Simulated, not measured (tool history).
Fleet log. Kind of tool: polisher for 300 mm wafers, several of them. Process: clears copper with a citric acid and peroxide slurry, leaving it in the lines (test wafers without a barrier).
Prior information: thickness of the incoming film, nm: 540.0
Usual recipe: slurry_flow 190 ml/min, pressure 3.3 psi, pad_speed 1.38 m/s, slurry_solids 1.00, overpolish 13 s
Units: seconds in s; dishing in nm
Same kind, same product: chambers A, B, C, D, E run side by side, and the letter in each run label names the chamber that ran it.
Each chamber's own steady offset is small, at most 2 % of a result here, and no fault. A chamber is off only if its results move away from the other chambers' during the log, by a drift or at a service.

run     day  slurry_flow  pressure  pad_speed  slurry_solids  overpolish  seconds  dishing
 1A   0.358          190       3.3       1.38           1.00          13   150.38   29.018
 2D   0.783          190       3.3       1.38           1.00          13   152.66   30.153
 3E   1.212          190       3.3       1.38           1.00          13   151.53   29.335
      1.296  -- chamber B: worn pad replaced by a new one
      1.308  -- chamber C: worn pad replaced by a new one
 4C   1.633          190       3.3       1.38           1.00          13   151.76   28.460
 5B   1.871          190       3.3       1.20           1.00           9   178.80   19.898
 6E   2.192          190       3.3       1.20           1.00           9   170.77   19.136
      2.304  -- chamber A: worn pad replaced by a new one
      2.483  -- chamber D: worn pad replaced by a new one
      2.529  -- chamber C: head pressure recalibrated
      2.562  -- chamber A: head pressure recalibrated
 7C   2.592          190       3.3       1.20           1.00           9   181.32   18.552
 8B   2.854          190       3.3       1.20           1.00           9   176.48   19.791
 9A   3.133          190       3.3       1.20           1.00           9   177.29   19.644
10D   3.358          190       3.3       1.38           1.00          13   153.77   30.350
11B   3.796          190       3.3       1.38           1.00          13   153.05   30.014
      3.975  -- chamber B: head pressure recalibrated
12A   4.025          190       3.3       1.38           1.00          13   154.41   29.639
13D   4.250          190       3.3       1.38           1.00          13   153.27   29.452
14E   4.579          190       3.3       1.38           1.00          13   149.76   29.212
      4.779  -- chamber E: slurry blender recalibrated
15C   4.933          190       3.3       1.38           1.00          13   152.45   28.609
16D   5.346          190       3.3       1.38           1.00          13   155.09   29.879
17E   5.742          190       3.3       1.38           1.00          13   156.09   29.124
      6.008  -- chamber A: worn pad replaced by a new one
18B   6.050          190       3.3       1.38           1.00          13   142.67   31.544
19C   6.492          190       3.3       1.38           1.00          13   158.98   28.674
      6.525  -- chamber A: slurry blender recalibrated
      6.600  -- chamber E: worn pad replaced by a new one
      6.704  -- chamber B: slurry blender recalibrated
20A   6.875          190       3.3       1.38           1.00          13   152.00   29.321
21E   7.254          190       3.3       1.38           1.00          13   154.64   29.001
      7.396  -- chamber B: worn pad replaced by a new one
22B   7.608          190       3.3       1.38           1.00          13   141.25   30.430
      7.792  -- chamber D: slurry blender recalibrated
23A   7.879          190       3.3       1.38           1.00          13   152.83   29.269
24D   8.279          190       3.3       1.38           1.00          13   155.14   29.068
      8.329  -- chamber C: slurry blender recalibrated
25C   8.488          165       3.3       1.38           1.25          13   150.89   28.768
26A   8.750          165       3.3       1.38           1.25          13   149.76   30.866
      8.775  -- chamber C: worn pad replaced by a new one
27D   9.096          165       3.3       1.38           1.25          13   148.44   30.175
28E   9.421          165       3.3       1.38           1.25          13   147.27   30.176
29C   9.754          165       3.3       1.38           1.25          13   151.14   29.667
30B  10.133          190       3.3       1.38           1.00          13   139.68   31.441
31C  10.542          190       3.3       1.38           1.00          13   155.67   29.101

One chamber off, gauge drift, or nothing amiss beyond the chambers' own small offsets? If it is a chamber, which one, and what is the likeliest cause?

A service left chamber B off against the others.
What lies behind it: head's pressure above its setpoint, % = 8.72.

Chamber B could run next with any of the 4 candidate recipes listed below; each alters the usual settings, and their results appear as question marks. Which one brings its results back in line with what the other chambers deliver on the usual settings?
Counts as in line when no further than this from what the other chambers average on the usual settings: seconds 7.80 s; dishing 1.400 nm
32B-1  10.875          190       3.2       1.32           1.00          13        ?        ?
32B-2  10.875          190       3.0       1.26           1.00          13        ?        ?
32B-3  10.875          195       3.6       1.52           1.00          13        ?        ?
32B-4  10.875          190       3.4       1.44           1.00          13        ?        ?

Other chambers, usual settings, mean: seconds 153.34 s; dishing 29.325 nm
  run  seconds  dishing
32B-1   153.03   30.007
32B-2   170.47   27.464
32B-3   118.42   36.680
32B-4   132.50   33.633
32B-1 brings the chamber back in line.
